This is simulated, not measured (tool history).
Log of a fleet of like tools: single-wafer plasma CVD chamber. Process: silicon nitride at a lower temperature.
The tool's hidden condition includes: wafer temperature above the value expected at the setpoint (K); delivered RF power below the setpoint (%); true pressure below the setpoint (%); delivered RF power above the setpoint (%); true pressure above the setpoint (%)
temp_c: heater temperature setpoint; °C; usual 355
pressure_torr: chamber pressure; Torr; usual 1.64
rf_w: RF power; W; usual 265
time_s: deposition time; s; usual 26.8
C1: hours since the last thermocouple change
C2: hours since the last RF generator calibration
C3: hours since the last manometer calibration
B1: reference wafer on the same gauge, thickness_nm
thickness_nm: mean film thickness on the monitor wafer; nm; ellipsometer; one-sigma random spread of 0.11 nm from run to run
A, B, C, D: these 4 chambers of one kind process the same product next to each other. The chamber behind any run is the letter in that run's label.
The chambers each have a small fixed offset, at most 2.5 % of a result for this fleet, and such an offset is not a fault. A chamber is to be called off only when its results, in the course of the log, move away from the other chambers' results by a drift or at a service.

run 1C hour=5.9 | temp_c=355 pressure_torr=1.64 rf_w=265 time_s=26.8 | C1=322.4 C2=45.9 C3=1373.2 | B1=29.196 | thickness_nm=28.52
-- hour=7 chamber C: capacitance manometer re-zeroed and calibrated
run 2A hour=13.6 | temp_c=355 pressure_torr=1.64 rf_w=265 time_s=26.8 | C1=863.1 C2=518.3 C3=45.2 | B1=29.199 | thickness_nm=29.048
run 3D hour=21.4 | temp_c=355 pressure_torr=1.64 rf_w=265 time_s=26.8 | C1=990.4 C2=991.3 C3=1511.4 | B1=29.195 | thickness_nm=29.176
run 4B hour=28.7 | temp_c=355 pressure_torr=1.64 rf_w=265 time_s=26.8 | C1=834.8 C2=1255.8 C3=1484 | B1=29.199 | thickness_nm=29.175
run 5B hour=38 | temp_c=355 pressure_torr=1.64 rf_w=265 time_s=26.8 | C1=844.1 C2=1265.1 C3=1493.3 | B1=29.187 | thickness_nm=28.954
run 6C hour=44.6 | temp_c=355 pressure_torr=1.64 rf_w=265 time_s=26.8 | C1=361.1 C2=84.6 C3=37.7 | B1=29.19 | thickness_nm=28.527
run 7D hour=50.1 | temp_c=355 pressure_torr=1.64 rf_w=265 time_s=26.8 | C1=1019.1 C2=1020 C3=1540.1 | B1=29.185 | thickness_nm=29.118
run 8A hour=56.4 | temp_c=355 pressure_torr=1.64 rf_w=265 time_s=26.8 | C1=905.9 C2=561.1 C3=88 | B1=29.169 | thickness_nm=28.93
run 9D hour=62.6 | temp_c=355 pressure_torr=1.64 rf_w=265 time_s=26.8 | C1=1031.6 C2=1032.5 C3=1552.6 | B1=29.204 | thickness_nm=29.033
run 10A hour=71.9 | temp_c=355 pressure_torr=1.64 rf_w=265 time_s=26.8 | C1=921.4 C2=576.6 C3=103.5 | B1=29.18 | thickness_nm=28.801
run 11C hour=80.1 | temp_c=355 pressure_torr=1.64 rf_w=265 time_s=26.8 | C1=396.6 C2=120.1 C3=73.2 | B1=29.197 | thickness_nm=28.371
-- hour=89.2 chamber B: capacitance manometer re-zeroed and calibrated
run 12B hour=89.3 | temp_c=355 pressure_torr=1.64 rf_w=265 time_s=26.8 | C1=895.4 C2=1316.4 C3=0.2 | B1=29.214 | thickness_nm=29.147
run 13A hour=97.2 | temp_c=355 pressure_torr=1.64 rf_w=265 time_s=26.8 | C1=946.7 C2=601.9 C3=128.8 | B1=29.172 | thickness_nm=28.938
run 14D hour=105.8 | temp_c=355 pressure_torr=1.39 rf_w=230 time_s=26.8 | C1=1074.8 C2=1075.7 C3=1595.8 | B1=29.198 | thickness_nm=25.282
run 15B hour=110.7 | temp_c=355 pressure_torr=1.39 rf_w=230 time_s=26.8 | C1=916.8 C2=1337.8 C3=21.6 | B1=29.19 | thickness_nm=25.146
run 16C hour=119.3 | temp_c=355 pressure_torr=1.39 rf_w=230 time_s=26.8 | C1=435.8 C2=159.3 C3=112.4 | B1=29.207 | thickness_nm=24.472
run 17C hour=126.5 | temp_c=355 pressure_torr=1.39 rf_w=230 time_s=26.8 | C1=443 C2=166.5 C3=119.6 | B1=29.205 | thickness_nm=24.445
run 18A hour=133.1 | temp_c=355 pressure_torr=1.64 rf_w=265 time_s=26.8 | C1=982.6 C2=637.8 C3=164.7 | B1=29.191 | thickness_nm=28.671
run 19B hour=141.5 | temp_c=355 pressure_torr=1.64 rf_w=265 time_s=26.8 | C1=947.6 C2=1368.6 C3=52.4 | B1=29.191 | thickness_nm=29.064
run 20D hour=148.1 | temp_c=355 pressure_torr=1.64 rf_w=265 time_s=26.8 | C1=1117.1 C2=1118 C3=1638.1 | B1=29.213 | thickness_nm=29.015
run 21C hour=157.1 | temp_c=355 pressure_torr=1.64 rf_w=265 time_s=26.8 | C1=473.6 C2=197.1 C3=150.2 | B1=29.173 | thickness_nm=28.601
run 22B hour=166.2 | temp_c=355 pressure_torr=1.43 rf_w=245 time_s=26.8 | C1=972.3 C2=1393.3 C3=77.1 | B1=29.209 | thickness_nm=26.656
run 23D hour=172.6 | temp_c=355 pressure_torr=1.43 rf_w=245 time_s=26.8 | C1=1141.6 C2=1142.5 C3=1662.6 | B1=29.214 | thickness_nm=26.533
run 24A hour=179.1 | temp_c=355 pressure_torr=1.43 rf_w=245 time_s=26.8 | C1=1028.6 C2=683.8 C3=210.7 | B1=29.248 | thickness_nm=25.803
run 25C hour=186.4 | temp_c=355 pressure_torr=1.43 rf_w=245 time_s=26.8 | C1=502.9 C2=226.4 C3=179.5 | B1=29.215 | thickness_nm=25.942
run 26B hour=195.1 | temp_c=355 pressure_torr=1.64 rf_w=265 time_s=26.8 | C1=1001.2 C2=1422.2 C3=106 | B1=29.173 | thickness_nm=29.04
run 27D hour=199.9 | temp_c=343 pressure_torr=1.64 rf_w=265 time_s=24.2 | C1=1168.9 C2=1169.8 C3=1689.9 | B1=29.203 | thickness_nm=26.337
run 28A hour=205.9 | temp_c=343 pressure_torr=1.64 rf_w=265 time_s=24.2 | C1=1055.4 C2=710.6 C3=237.5 | B1=29.213 | thickness_nm=25.527
run 29D hour=212.1 | temp_c=343 pressure_torr=1.64 rf_w=265 time_s=24.2 | C1=1181.1 C2=1182 C3=1702.1 | B1=29.213 | thickness_nm=26.369
run 30C hour=218 | temp_c=343 pressure_torr=1.64 rf_w=265 time_s=24.2 | C1=534.5 C2=258 C3=211.1 | B1=29.191 | thickness_nm=25.696
run 31A hour=225.6 | temp_c=355 pressure_torr=1.64 rf_w=265 time_s=26.8 | C1=1075.1 C2=730.3 C3=257.2 | B1=29.203 | thickness_nm=28.218
run 32B hour=233.3 | temp_c=355 pressure_torr=1.64 rf_w=265 time_s=26.8 | C1=1039.4 C2=1460.4 C3=144.2 | B1=29.204 | thickness_nm=29.143
run 33C hour=239.5 | temp_c=355 pressure_torr=1.64 rf_w=265 time_s=26.8 | C1=556 C2=279.5 C3=232.6 | B1=29.225 | thickness_nm=28.365
run 34B hour=247.7 | temp_c=355 pressure_torr=1.64 rf_w=265 time_s=26.8 | C1=1053.8 C2=1474.8 C3=158.6 | B1=29.177 | thickness_nm=29.002
run 35D hour=253.5 | temp_c=355 pressure_torr=1.64 rf_w=265 time_s=26.8 | C1=1222.5 C2=1223.4 C3=1743.5 | B1=29.228 | thickness_nm=29.215
run 36A hour=258 | temp_c=355 pressure_torr=1.64 rf_w=265 time_s=26.8 | C1=1107.5 C2=762.7 C3=289.6 | B1=29.162 | thickness_nm=28.1
-- hour=264.1 chamber D: capacitance manometer re-zeroed and calibrated
run 37C hour=265.2 | temp_c=355 pressure_torr=1.64 rf_w=265 time_s=26.8 | C1=581.7 C2=305.2 C3=258.3 | B1=29.21 | thickness_nm=28.608
run 38A hour=273.2 | temp_c=355 pressure_torr=1.64 rf_w=265 time_s=26.8 | C1=1122.7 C2=777.9 C3=304.8 | B1=29.181 | thickness_nm=28.234
run 39D hour=282.2 | temp_c=355 pressure_torr=1.64 rf_w=265 time_s=26.8 | C1=1251.2 C2=1252.1 C3=18.2 | B1=29.2 | thickness_nm=28.928
run 40B hour=286.6 | temp_c=355 pressure_torr=1.64 rf_w=265 time_s=26.8 | C1=1092.7 C2=1513.7 C3=197.5 | B1=29.188 | thickness_nm=28.931
run 41A hour=294 | temp_c=355 pressure_torr=1.64 rf_w=265 time_s=26.8 | C1=1143.5 C2=798.7 C3=325.6 | B1=29.212 | thickness_nm=27.926
run 42C hour=302.8 | temp_c=355 pressure_torr=1.64 rf_w=265 time_s=26.8 | C1=619.3 C2=342.8 C3=295.9 | B1=29.214 | thickness_nm=28.527
run 43B hour=307 | temp_c=355 pressure_torr=1.64 rf_w=265 time_s=24.4 | C1=1113.1 C2=1534.1 C3=217.9 | B1=29.212 | thickness_nm=26.501

Predict what each chamber gives when all 4 of them run the settings below next.
run 44A hour=313.8 | temp_c=355 pressure_torr=1.64 rf_w=265 time_s=26.8 | thickness_nm=?
run 44B hour=313.8 | temp_c=355 pressure_torr=1.64 rf_w=265 time_s=26.8 | thickness_nm=?
run 44C hour=313.8 | temp_c=355 pressure_torr=1.64 rf_w=265 time_s=26.8 | thickness_nm=?
run 44D hour=313.8 | temp_c=355 pressure_torr=1.64 rf_w=265 time_s=26.8 | thickness_nm=?

run=44A thickness_nm=28.044
run=44B thickness_nm=29.251
run=44C thickness_nm=28.382
run=44D thickness_nm=29.272
